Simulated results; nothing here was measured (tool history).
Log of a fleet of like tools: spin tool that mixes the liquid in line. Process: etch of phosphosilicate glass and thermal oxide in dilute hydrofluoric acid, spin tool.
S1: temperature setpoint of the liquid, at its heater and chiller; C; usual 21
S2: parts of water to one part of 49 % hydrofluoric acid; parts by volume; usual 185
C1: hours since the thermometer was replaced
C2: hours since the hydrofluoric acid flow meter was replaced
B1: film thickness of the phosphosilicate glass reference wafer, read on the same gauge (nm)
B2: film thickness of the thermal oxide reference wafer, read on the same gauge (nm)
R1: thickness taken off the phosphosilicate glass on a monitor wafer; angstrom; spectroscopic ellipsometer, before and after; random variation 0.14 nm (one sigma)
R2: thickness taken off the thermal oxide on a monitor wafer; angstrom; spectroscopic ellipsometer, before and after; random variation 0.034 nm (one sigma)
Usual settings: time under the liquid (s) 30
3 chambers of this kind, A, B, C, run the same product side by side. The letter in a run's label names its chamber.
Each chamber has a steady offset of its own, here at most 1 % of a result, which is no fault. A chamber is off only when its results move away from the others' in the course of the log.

run 1C hour=3.3 | S1=21 S2=185 time_under_the_liquid_(s)=30 | C1=213.6 C2=1550.6 | B1=119.98 B2=29.986 | R1=260.97 R2=5.7345
run 2B hour=7.9 | S1=21 S2=185 time_under_the_liquid_(s)=30 | C1=1208 C2=179.4 | B1=120.01 B2=29.975 | R1=260.83 R2=6.6345
run 3A hour=13.7 | S1=21 S2=185 time_under_the_liquid_(s)=30 | C1=729.1 C2=778.3 | B1=120.04 B2=30.003 | R1=263.66 R2=6.1938
run 4A hour=20.5 | S1=21 S2=185 time_under_the_liquid_(s)=30 | C1=735.9 C2=785.1 | B1=119.99 B2=29.996 | R1=261.26 R2=5.8852
run 5C hour=24.5 | S1=21 S2=185 time_under_the_liquid_(s)=30 | C1=234.8 C2=1571.8 | B1=120 B2=29.967 | R1=261.34 R2=6.5002
run 6B hour=29.7 | S1=21 S2=185 time_under_the_liquid_(s)=30 | C1=1229.8 C2=201.2 | B1=120 B2=30.044 | R1=261.92 R2=5.9
run 7B hour=36.2 | S1=21 S2=185 time_under_the_liquid_(s)=25 | C1=1236.3 C2=207.7 | B1=120.02 B2=30.003 | R1=218.16 R2=5.5037
run 8A hour=43.1 | S1=21 S2=185 time_under_the_liquid_(s)=25 | C1=758.5 C2=807.7 | B1=120.01 B2=30.005 | R1=215.66 R2=5.0143
run 9C hour=48.4 | S1=21 S2=185 time_under_the_liquid_(s)=25 | C1=258.7 C2=1595.7 | B1=120 B2=29.963 | R1=216.78 R2=5.2264
run 10A hour=51.9 | S1=21 S2=185 time_under_the_liquid_(s)=30 | C1=767.3 C2=816.5 | B1=120.02 B2=29.983 | R1=257.48 R2=6.0442
run 11C hour=58.8 | S1=21 S2=185 time_under_the_liquid_(s)=30 | C1=269.1 C2=1606.1 | B1=119.97 B2=30.01 | R1=262.45 R2=6.6863
-- hour=59.7 chamber A: thermometer replaced
run 12B hour=65.5 | S1=21 S2=185 time_under_the_liquid_(s)=30 | C1=1265.6 C2=237 | B1=120 B2=30.029 | R1=264.13 R2=6.3397
run 13B hour=69.8 | S1=21 S2=255 time_under_the_liquid_(s)=30 | C1=1269.9 C2=241.3 | B1=119.97 B2=29.987 | R1=177.56 R2=4.274
run 14C hour=75.7 | S1=21 S2=255 time_under_the_liquid_(s)=30 | C1=286 C2=1623 | B1=120 B2=29.985 | R1=177.03 R2=3.6398
run 15A hour=82.5 | S1=21 S2=255 time_under_the_liquid_(s)=30 | C1=22.8 C2=847.1 | B1=120.02 B2=30.02 | R1=169.47 R2=4.1008
run 16C hour=87.2 | S1=21 S2=185 time_under_the_liquid_(s)=30 | C1=297.5 C2=1634.5 | B1=119.99 B2=29.944 | R1=261.59 R2=6.1025
run 17B hour=91.2 | S1=21 S2=185 time_under_the_liquid_(s)=30 | C1=1291.3 C2=262.7 | B1=119.99 B2=29.933 | R1=263.02 R2=6.8447
run 18A hour=97.6 | S1=21 S2=185 time_under_the_liquid_(s)=30 | C1=37.9 C2=862.2 | B1=120.01 B2=30.019 | R1=248.45 R2=5.5791
run 19A hour=102.5 | S1=21 S2=185 time_under_the_liquid_(s)=30 | C1=42.8 C2=867.1 | B1=119.99 B2=29.992 | R1=249.25 R2=6.1176
run 20B hour=106.3 | S1=21 S2=185 time_under_the_liquid_(s)=30 | C1=1306.4 C2=277.8 | B1=120.02 B2=30.016 | R1=264.34 R2=5.3373
run 21C hour=110.1 | S1=21 S2=185 time_under_the_liquid_(s)=30 | C1=320.4 C2=1657.4 | B1=119.99 B2=29.965 | R1=262.42 R2=6.4718

Is one chamber off against the others, does the gauge drift, or is nothing wrong? If a chamber is off, say which, and what the likeliest cause is.

Chamber A drifts away from the others.
Cause: hydrofluoric acid flow below the setpoint (%) = 4.76.

Here are 4 candidates for chamber A's next run, each the usual settings with a change, their results left as question marks. Which one brings its results back in line with what the others give on the usual settings?
In line means no further than this from the other chambers' mean on the usual settings: R1 4.9 angstrom; R2 1.2 angstrom
run 22A-1 hour=115.2 | S1=21 S2=175 time_under_the_liquid_(s)=30 | R1=? R2=?
run 22A-2 hour=115.2 | S1=21 S2=195 time_under_the_liquid_(s)=30 | R1=? R2=?
run 22A-3 hour=115.2 | S1=21 S2=190 time_under_the_liquid_(s)=30 | R1=? R2=?
run 22A-4 hour=115.2 | S1=21 S2=180 time_under_the_liquid_(s)=30 | R1=? R2=?

The other chambers' mean on the usual settings: R1 261.91 angstrom; R2 6.0652 angstrom
run=22A-1 R1=263.48 R2=6.0461
run=22A-2 R1=231.56 R2=5.3136
run=22A-3 R1=238.88 R2=5.4816
run=22A-4 R1=254.81 R2=5.8471
22A-1 brings the chamber back in line.

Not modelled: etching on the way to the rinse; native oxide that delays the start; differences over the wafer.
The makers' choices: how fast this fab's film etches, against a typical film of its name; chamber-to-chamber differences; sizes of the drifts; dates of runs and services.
